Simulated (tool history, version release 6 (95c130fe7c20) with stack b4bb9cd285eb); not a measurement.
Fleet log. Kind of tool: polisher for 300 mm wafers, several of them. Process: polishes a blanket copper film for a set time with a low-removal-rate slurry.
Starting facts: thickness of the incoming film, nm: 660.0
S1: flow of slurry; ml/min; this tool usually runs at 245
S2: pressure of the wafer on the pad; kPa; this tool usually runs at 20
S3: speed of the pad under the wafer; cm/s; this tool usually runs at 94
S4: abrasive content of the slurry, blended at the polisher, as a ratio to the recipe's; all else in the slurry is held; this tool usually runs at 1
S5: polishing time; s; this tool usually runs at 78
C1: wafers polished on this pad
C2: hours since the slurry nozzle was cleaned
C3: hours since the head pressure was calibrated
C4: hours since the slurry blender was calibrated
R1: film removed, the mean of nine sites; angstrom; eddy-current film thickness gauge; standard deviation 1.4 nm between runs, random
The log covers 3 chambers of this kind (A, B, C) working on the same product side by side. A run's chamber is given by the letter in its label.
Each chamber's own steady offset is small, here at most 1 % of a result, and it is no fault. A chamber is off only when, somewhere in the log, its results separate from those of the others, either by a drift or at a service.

{"day": 0.1, "done": "chamber B: worn pad replaced by a new one"}
{"run": "1C", "day": 0.346, "S1": 245, "S2": 20, "S3": 94, "S4": 1, "S5": 78, "C1": 665, "C2": 619.8, "C3": 1322.2, "C4": 145.5, "R1": 2021.2}
{"run": "2A", "day": 0.942, "S1": 245, "S2": 20, "S3": 94, "S4": 1, "S5": 78, "C1": 1128, "C2": 245.8, "C3": 1189.4, "C4": 51.2, "R1": 1994.6}
{"day": 1.475, "done": "chamber A: worn pad replaced by a new one"}
{"run": "3B", "day": 1.508, "S1": 245, "S2": 20, "S3": 94, "S4": 1, "S5": 78, "C1": 476, "C2": 222.6, "C3": 1085.2, "C4": 73.5, "R1": 2021}
{"run": "4C", "day": 1.85, "S1": 245, "S2": 20, "S3": 94, "S4": 1, "S5": 78, "C1": 1173, "C2": 655.9, "C3": 1358.3, "C4": 181.6, "R1": 2035.1}
{"run": "5B", "day": 2.338, "S1": 245, "S2": 20, "S3": 94, "S4": 1, "S5": 78, "C1": 756, "C2": 242.5, "C3": 1105.1, "C4": 93.4, "R1": 2014.2}
{"day": 2.429, "done": "chamber C: worn pad replaced by a new one"}
{"run": "6A", "day": 2.758, "S1": 245, "S2": 20, "S3": 94, "S4": 1, "S5": 78, "C1": 434, "C2": 289.4, "C3": 1233, "C4": 94.8, "R1": 2029.9}
{"run": "7B", "day": 3.129, "S1": 245, "S2": 20, "S3": 94, "S4": 1, "S5": 78, "C1": 1023, "C2": 261.5, "C3": 1124.1, "C4": 112.4, "R1": 2013.7}
{"run": "8C", "day": 3.496, "S1": 245, "S2": 20, "S3": 94, "S4": 1, "S5": 78, "C1": 361, "C2": 695.4, "C3": 1397.8, "C4": 221.1, "R1": 2034.2}
{"run": "9A", "day": 4.075, "S1": 245, "S2": 20, "S3": 94, "S4": 1, "S5": 78, "C1": 879, "C2": 321, "C3": 1264.6, "C4": 126.4, "R1": 2021.6}
{"day": 4.496, "done": "chamber B: worn pad replaced by a new one"}
{"day": 4.529, "done": "chamber B: slurry blender recalibrated"}
{"run": "10C", "day": 4.583, "S1": 245, "S2": 20, "S3": 94, "S4": 1, "S5": 78, "C1": 729, "C2": 721.5, "C3": 1423.9, "C4": 247.2, "R1": 2027.8}
{"day": 5.042, "done": "chamber C: head pressure recalibrated"}
{"run": "11B", "day": 5.138, "S1": 245, "S2": 20, "S3": 94, "S4": 1, "S5": 78, "C1": 217, "C2": 309.7, "C3": 1172.3, "C4": 14.7, "R1": 2014.3}
{"day": 5.438, "done": "chamber C: slurry nozzle cleaned"}
{"run": "12A", "day": 5.446, "S1": 245, "S2": 20, "S3": 94, "S4": 1, "S5": 78, "C1": 1342, "C2": 353.9, "C3": 1297.5, "C4": 159.3, "R1": 2034}
{"day": 5.475, "done": "chamber A: worn pad replaced by a new one"}
{"day": 5.571, "done": "chamber A: head pressure recalibrated"}
{"run": "13B", "day": 6.033, "S1": 245, "S2": 20, "S3": 94, "S4": 1, "S5": 78, "C1": 520, "C2": 331.2, "C3": 1193.8, "C4": 36.2, "R1": 2012.1}
{"day": 6.317, "done": "chamber C: worn pad replaced by a new one"}
{"run": "14C", "day": 6.483, "S1": 295, "S2": 20, "S3": 94, "S4": 1, "S5": 88, "C1": 56, "C2": 25.1, "C3": 34.6, "C4": 292.8, "R1": 2331.1}
{"run": "15A", "day": 6.783, "S1": 295, "S2": 20, "S3": 94, "S4": 1, "S5": 88, "C1": 443, "C2": 386, "C3": 29.2, "C4": 191.4, "R1": 2468.5}
{"run": "16C", "day": 7.267, "S1": 295, "S2": 20, "S3": 94, "S4": 1, "S5": 88, "C1": 321, "C2": 43.9, "C3": 53.4, "C4": 311.6, "R1": 2310.9}
{"run": "17B", "day": 7.712, "S1": 245, "S2": 20, "S3": 94, "S4": 1, "S5": 78, "C1": 1087, "C2": 371.5, "C3": 1234.1, "C4": 76.5, "R1": 2029.9}
{"run": "18A", "day": 7.979, "S1": 245, "S2": 25.5, "S3": 94, "S4": 1, "S5": 62, "C1": 847, "C2": 414.7, "C3": 57.9, "C4": 220.1, "R1": 2174.6}
{"day": 8.125, "done": "chamber A: slurry blender recalibrated"}
{"day": 8.333, "done": "chamber B: worn pad replaced by a new one"}
{"run": "19B", "day": 8.554, "S1": 245, "S2": 25.5, "S3": 94, "S4": 1, "S5": 62, "C1": 74, "C2": 391.7, "C3": 1254.3, "C4": 96.7, "R1": 2045.6}
{"run": "20C", "day": 8.829, "S1": 245, "S2": 25.5, "S3": 94, "S4": 1, "S5": 62, "C1": 848, "C2": 81.4, "C3": 90.9, "C4": 349.1, "R1": 2033.6}
{"run": "21A", "day": 9.404, "S1": 245, "S2": 20, "S3": 94, "S4": 1, "S5": 78, "C1": 1328, "C2": 448.9, "C3": 92.1, "C4": 30.8, "R1": 2138.1}
{"day": 9.625, "done": "chamber A: worn pad replaced by a new one"}
{"run": "22C", "day": 9.696, "S1": 245, "S2": 20, "S3": 94, "S4": 1, "S5": 78, "C1": 1141, "C2": 102.2, "C3": 111.7, "C4": 369.9, "R1": 2006.5}
{"run": "23A", "day": 10.196, "S1": 245, "S2": 20, "S3": 94, "S4": 1, "S5": 78, "C1": 194, "C2": 467.9, "C3": 111.1, "C4": 49.8, "R1": 2152.7}
{"day": 10.35, "done": "chamber C: worn pad replaced by a new one"}
{"run": "24B", "day": 10.683, "S1": 245, "S2": 20, "S3": 94, "S4": 1, "S5": 78, "C1": 794, "C2": 442.8, "C3": 1305.4, "C4": 147.8, "R1": 1996}
{"day": 10.733, "done": "chamber B: slurry blender recalibrated"}
{"run": "25A", "day": 11.008, "S1": 245, "S2": 20, "S3": 94, "S4": 1, "S5": 78, "C1": 468, "C2": 487.4, "C3": 130.6, "C4": 69.3, "R1": 2148.4}
{"run": "26C", "day": 11.408, "S1": 245, "S2": 20, "S3": 94, "S4": 1, "S5": 78, "C1": 358, "C2": 143.3, "C3": 152.8, "C4": 411, "R1": 2014}
{"run": "27B", "day": 11.683, "S1": 245, "S2": 20, "S3": 94, "S4": 1, "S5": 78, "C1": 1131, "C2": 466.8, "C3": 1329.4, "C4": 22.8, "R1": 2031.2}
{"run": "28B", "day": 11.983, "S1": 245, "S2": 20, "S3": 94, "S4": 1, "S5": 78, "C1": 1233, "C2": 474, "C3": 1336.6, "C4": 30, "R1": 2021.3}
{"run": "29A", "day": 12.475, "S1": 245, "S2": 20, "S3": 94, "S4": 1, "S5": 78, "C1": 964, "C2": 522.6, "C3": 165.8, "C4": 104.5, "R1": 2128.3}
{"day": 12.617, "done": "chamber B: worn pad replaced by a new one"}
{"day": 12.808, "done": "chamber C: slurry blender recalibrated"}
{"run": "30C", "day": 13.038, "S1": 245, "S2": 20, "S3": 94, "S4": 1, "S5": 78, "C1": 909, "C2": 182.4, "C3": 191.9, "C4": 5.6, "R1": 2033.4}
{"run": "31B", "day": 13.404, "S1": 245, "S2": 20, "S3": 94, "S4": 1, "S5": 78, "C1": 267, "C2": 508.1, "C3": 1370.7, "C4": 64.1, "R1": 2028.1}
{"day": 13.683, "done": "chamber A: worn pad replaced by a new one"}
{"run": "32A", "day": 13.754, "S1": 245, "S2": 20, "S3": 94, "S4": 1, "S5": 78, "C1": 24, "C2": 553.3, "C3": 196.5, "C4": 135.2, "R1": 2110.4}
{"run": "33C", "day": 14.2, "S1": 285, "S2": 20, "S3": 94, "S4": 1, "S5": 78, "C1": 1301, "C2": 210.3, "C3": 219.8, "C4": 33.5, "R1": 2060.5}
{"day": 14.279, "done": "chamber C: worn pad replaced by a new one"}
{"run": "34C", "day": 14.583, "S1": 285, "S2": 20, "S3": 94, "S4": 1, "S5": 78, "C1": 103, "C2": 219.5, "C3": 229, "C4": 42.7, "R1": 2076.6}
{"day": 14.612, "done": "chamber B: head pressure recalibrated"}
{"run": "35B", "day": 14.904, "S1": 285, "S2": 20, "S3": 94, "S4": 1, "S5": 78, "C1": 774, "C2": 544.1, "C3": 7.1, "C4": 100.1, "R1": 2021.1}
{"run": "36A", "day": 15.508, "S1": 245, "S2": 20, "S3": 94, "S4": 1, "S5": 78, "C1": 617, "C2": 595.4, "C3": 238.6, "C4": 177.3, "R1": 2141.9}
{"run": "37C", "day": 16.029, "S1": 245, "S2": 24.1, "S3": 94, "S4": 1, "S5": 78, "C1": 592, "C2": 254.2, "C3": 263.7, "C4": 77.4, "R1": 2444.5}
{"day": 16.088, "done": "chamber A: slurry blender recalibrated"}
{"run": "38A", "day": 16.617, "S1": 245, "S2": 24.1, "S3": 94, "S4": 1, "S5": 78, "C1": 991, "C2": 622, "C3": 265.2, "C4": 12.7, "R1": 2573.6}
{"day": 17.042, "done": "chamber B: worn pad replaced by a new one"}
{"run": "39B", "day": 17.117, "S1": 245, "S2": 24.1, "S3": 94, "S4": 1, "S5": 78, "C1": 25, "C2": 597.2, "C3": 60.2, "C4": 153.2, "R1": 2428}
{"day": 17.183, "done": "chamber B: slurry blender recalibrated"}
{"run": "40C", "day": 17.475, "S1": 245, "S2": 20, "S3": 94, "S4": 1, "S5": 78, "C1": 1080, "C2": 288.9, "C3": 298.4, "C4": 112.1, "R1": 2021.2}
{"day": 17.492, "done": "chamber A: worn pad replaced by a new one"}
{"run": "41B", "day": 17.85, "S1": 245, "S2": 20, "S3": 94, "S4": 1, "S5": 78, "C1": 273, "C2": 614.8, "C3": 77.8, "C4": 16.1, "R1": 2023}
{"run": "42A", "day": 18.171, "S1": 245, "S2": 20, "S3": 94, "S4": 1, "S5": 78, "C1": 230, "C2": 659.3, "C3": 302.5, "C4": 50, "R1": 2123.2}
{"run": "43C", "day": 18.471, "S1": 245, "S2": 20, "S3": 94, "S4": 1, "S5": 78, "C1": 1417, "C2": 312.8, "C3": 322.3, "C4": 136, "R1": 2042.8}

Read the log: is a single chamber off, either drifting away or since a service, is the gauge that measures every chamber drifting, or is nothing wrong beyond small per-chamber offsets? Name any odd chamber and what most likely caused it.

After it was serviced, chamber A no longer matches the other chambers.
Likeliest cause: head's pressure above its setpoint, % = 5.06.

Below are 4 candidate recipes for chamber A's next run, each the usual settings with a change, their results shown as question marks. Which of them brings A's results back in line with what the other chambers give on the usual settings?
Allowed miss from the other chambers' usual-settings mean, per result, to count as in line: R1 48 angstrom
{"run": "44A-1", "day": 18.908, "S1": 245, "S2": 20, "S3": 88, "S4": 1, "S5": 78, "R1": "?"}
{"run": "44A-2", "day": 18.908, "S1": 245, "S2": 20.7, "S3": 98, "S4": 1, "S5": 81, "R1": "?"}
{"run": "44A-3", "day": 18.908, "S1": 245, "S2": 20.7, "S3": 96, "S4": 1, "S5": 78, "R1": "?"}
{"run": "44A-4", "day": 18.908, "S1": 245, "S2": 18.6, "S3": 90, "S4": 1, "S5": 78, "R1": "?"}

Usual-settings mean across the other chambers: R1 2019.6 angstrom
run=44A-1 R1=2003.6
run=44A-2 R1=2396.9
run=44A-3 R1=2261.1
run=44A-4 R1=1907.1
It is 44A-1 that realigns the chamber with its peers.
